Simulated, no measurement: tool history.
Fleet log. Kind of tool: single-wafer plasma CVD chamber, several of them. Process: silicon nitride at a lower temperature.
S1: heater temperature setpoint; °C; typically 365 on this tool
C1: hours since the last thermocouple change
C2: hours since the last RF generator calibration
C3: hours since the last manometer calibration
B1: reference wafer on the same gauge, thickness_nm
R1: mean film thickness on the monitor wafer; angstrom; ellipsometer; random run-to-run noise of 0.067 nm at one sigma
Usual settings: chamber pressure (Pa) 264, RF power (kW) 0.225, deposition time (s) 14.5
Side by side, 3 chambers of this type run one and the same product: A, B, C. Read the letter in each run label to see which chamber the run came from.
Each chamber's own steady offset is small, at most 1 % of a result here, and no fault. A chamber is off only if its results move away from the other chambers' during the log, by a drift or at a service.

run 1A hour=9.9 | S1=365 chamber_pressure_(Pa)=264 RF_power_(kW)=0.225 deposition_time_(s)=14.5 | C1=494.1 C2=385.8 C3=1099.9 | B1=12.495 | R1=146.57
run 2B hour=18 | S1=365 chamber_pressure_(Pa)=264 RF_power_(kW)=0.225 deposition_time_(s)=14.5 | C1=375 C2=621.4 C3=319.8 | B1=12.519 | R1=147.23
run 3C hour=28 | S1=365 chamber_pressure_(Pa)=264 RF_power_(kW)=0.225 deposition_time_(s)=14.5 | C1=220.8 C2=1403.4 C3=702.1 | B1=12.514 | R1=146.39
run 4A hour=34 | S1=365 chamber_pressure_(Pa)=264 RF_power_(kW)=0.225 deposition_time_(s)=14.5 | C1=518.2 C2=409.9 C3=1124 | B1=12.499 | R1=145.17
run 5C hour=41.7 | S1=365 chamber_pressure_(Pa)=264 RF_power_(kW)=0.225 deposition_time_(s)=14.5 | C1=234.5 C2=1417.1 C3=715.8 | B1=12.5 | R1=147.58
run 6B hour=48.2 | S1=365 chamber_pressure_(Pa)=264 RF_power_(kW)=0.225 deposition_time_(s)=14.5 | C1=405.2 C2=651.6 C3=350 | B1=12.511 | R1=146.95
run 7C hour=58.6 | S1=365 chamber_pressure_(Pa)=264 RF_power_(kW)=0.225 deposition_time_(s)=14.5 | C1=251.4 C2=1434 C3=732.7 | B1=12.495 | R1=145.46
run 8B hour=66.2 | S1=365 chamber_pressure_(Pa)=264 RF_power_(kW)=0.225 deposition_time_(s)=14.5 | C1=423.2 C2=669.6 C3=368 | B1=12.499 | R1=147.54
run 9A hour=71.8 | S1=365 chamber_pressure_(Pa)=244 RF_power_(kW)=0.225 deposition_time_(s)=14.5 | C1=556 C2=447.7 C3=1161.8 | B1=12.513 | R1=141.89
run 10A hour=80.4 | S1=365 chamber_pressure_(Pa)=244 RF_power_(kW)=0.225 deposition_time_(s)=14.5 | C1=564.6 C2=456.3 C3=1170.4 | B1=12.516 | R1=143.46
run 11C hour=88.4 | S1=365 chamber_pressure_(Pa)=244 RF_power_(kW)=0.225 deposition_time_(s)=14.5 | C1=281.2 C2=1463.8 C3=762.5 | B1=12.497 | R1=143.49
run 12B hour=96.8 | S1=365 chamber_pressure_(Pa)=264 RF_power_(kW)=0.225 deposition_time_(s)=14.5 | C1=453.8 C2=700.2 C3=398.6 | B1=12.505 | R1=146.53
run 13B hour=106.3 | S1=365 chamber_pressure_(Pa)=264 RF_power_(kW)=0.225 deposition_time_(s)=14.5 | C1=463.3 C2=709.7 C3=408.1 | B1=12.501 | R1=147.23
run 14A hour=116.8 | S1=365 chamber_pressure_(Pa)=264 RF_power_(kW)=0.225 deposition_time_(s)=14.5 | C1=601 C2=492.7 C3=1206.8 | B1=12.501 | R1=146.38
run 15C hour=126.2 | S1=358 chamber_pressure_(Pa)=264 RF_power_(kW)=0.225 deposition_time_(s)=14.5 | C1=319 C2=1501.6 C3=800.3 | B1=12.502 | R1=145.69
run 16A hour=136.7 | S1=358 chamber_pressure_(Pa)=264 RF_power_(kW)=0.225 deposition_time_(s)=14.5 | C1=620.9 C2=512.6 C3=1226.7 | B1=12.502 | R1=146.9
run 17B hour=146.2 | S1=358 chamber_pressure_(Pa)=264 RF_power_(kW)=0.225 deposition_time_(s)=14.5 | C1=503.2 C2=749.6 C3=448 | B1=12.518 | R1=145.16
run 18C hour=156.3 | S1=365 chamber_pressure_(Pa)=264 RF_power_(kW)=0.225 deposition_time_(s)=14.5 | C1=349.1 C2=1531.7 C3=830.4 | B1=12.502 | R1=146.04
run 19B hour=162.8 | S1=365 chamber_pressure_(Pa)=264 RF_power_(kW)=0.225 deposition_time_(s)=14.5 | C1=519.8 C2=766.2 C3=464.6 | B1=12.491 | R1=143.93
run 20A hour=168.8 | S1=365 chamber_pressure_(Pa)=264 RF_power_(kW)=0.225 deposition_time_(s)=14.5 | C1=653 C2=544.7 C3=1258.8 | B1=12.501 | R1=146.27
run 21C hour=177.2 | S1=365 chamber_pressure_(Pa)=264 RF_power_(kW)=0.225 deposition_time_(s)=14.5 | C1=370 C2=1552.6 C3=851.3 | B1=12.512 | R1=145.95
run 22A hour=183.3 | S1=365 chamber_pressure_(Pa)=264 RF_power_(kW)=0.225 deposition_time_(s)=14.5 | C1=667.5 C2=559.2 C3=1273.3 | B1=12.501 | R1=145.54
run 23B hour=190 | S1=365 chamber_pressure_(Pa)=264 RF_power_(kW)=0.225 deposition_time_(s)=14.5 | C1=547 C2=793.4 C3=491.8 | B1=12.501 | R1=144.06
run 24C hour=197.9 | S1=365 chamber_pressure_(Pa)=264 RF_power_(kW)=0.225 deposition_time_(s)=14.5 | C1=390.7 C2=1573.3 C3=872 | B1=12.512 | R1=145.03
run 25A hour=206.9 | S1=365 chamber_pressure_(Pa)=264 RF_power_(kW)=0.225 deposition_time_(s)=14.5 | C1=691.1 C2=582.8 C3=1296.9 | B1=12.493 | R1=145.71
run 26B hour=216.6 | S1=365 chamber_pressure_(Pa)=264 RF_power_(kW)=0.225 deposition_time_(s)=14.5 | C1=573.6 C2=820 C3=518.4 | B1=12.504 | R1=141.75
run 27C hour=224.1 | S1=365 chamber_pressure_(Pa)=264 RF_power_(kW)=0.225 deposition_time_(s)=14.5 | C1=416.9 C2=1599.5 C3=898.2 | B1=12.508 | R1=145.76
run 28C hour=230.3 | S1=365 chamber_pressure_(Pa)=264 RF_power_(kW)=0.225 deposition_time_(s)=14.5 | C1=423.1 C2=1605.7 C3=904.4 | B1=12.501 | R1=146.07
run 29A hour=240.1 | S1=365 chamber_pressure_(Pa)=264 RF_power_(kW)=0.225 deposition_time_(s)=14.5 | C1=724.3 C2=616 C3=1330.1 | B1=12.499 | R1=145.55
run 30B hour=246.1 | S1=365 chamber_pressure_(Pa)=264 RF_power_(kW)=0.225 deposition_time_(s)=14.5 | C1=603.1 C2=849.5 C3=547.9 | B1=12.513 | R1=139.55
run 31B hour=256.2 | S1=365 chamber_pressure_(Pa)=264 RF_power_(kW)=0.225 deposition_time_(s)=14.5 | C1=613.2 C2=859.6 C3=558 | B1=12.507 | R1=138.39
run 32C hour=264.6 | S1=365 chamber_pressure_(Pa)=264 RF_power_(kW)=0.25 deposition_time_(s)=16.1 | C1=457.4 C2=1640 C3=938.7 | B1=12.505 | R1=175.93

For the next run the whole fleet of 3 chambers uses the same settings. Give each chamber's results:
run 33A hour=272.2 | S1=360 chamber_pressure_(Pa)=264 RF_power_(kW)=0.225 deposition_time_(s)=14.5 | R1=?
run 33B hour=272.2 | S1=360 chamber_pressure_(Pa)=264 RF_power_(kW)=0.225 deposition_time_(s)=14.5 | R1=?
run 33C hour=272.2 | S1=360 chamber_pressure_(Pa)=264 RF_power_(kW)=0.225 deposition_time_(s)=14.5 | R1=?

run=33A R1=145.21
run=33B R1=138.15
run=33C R1=146.53
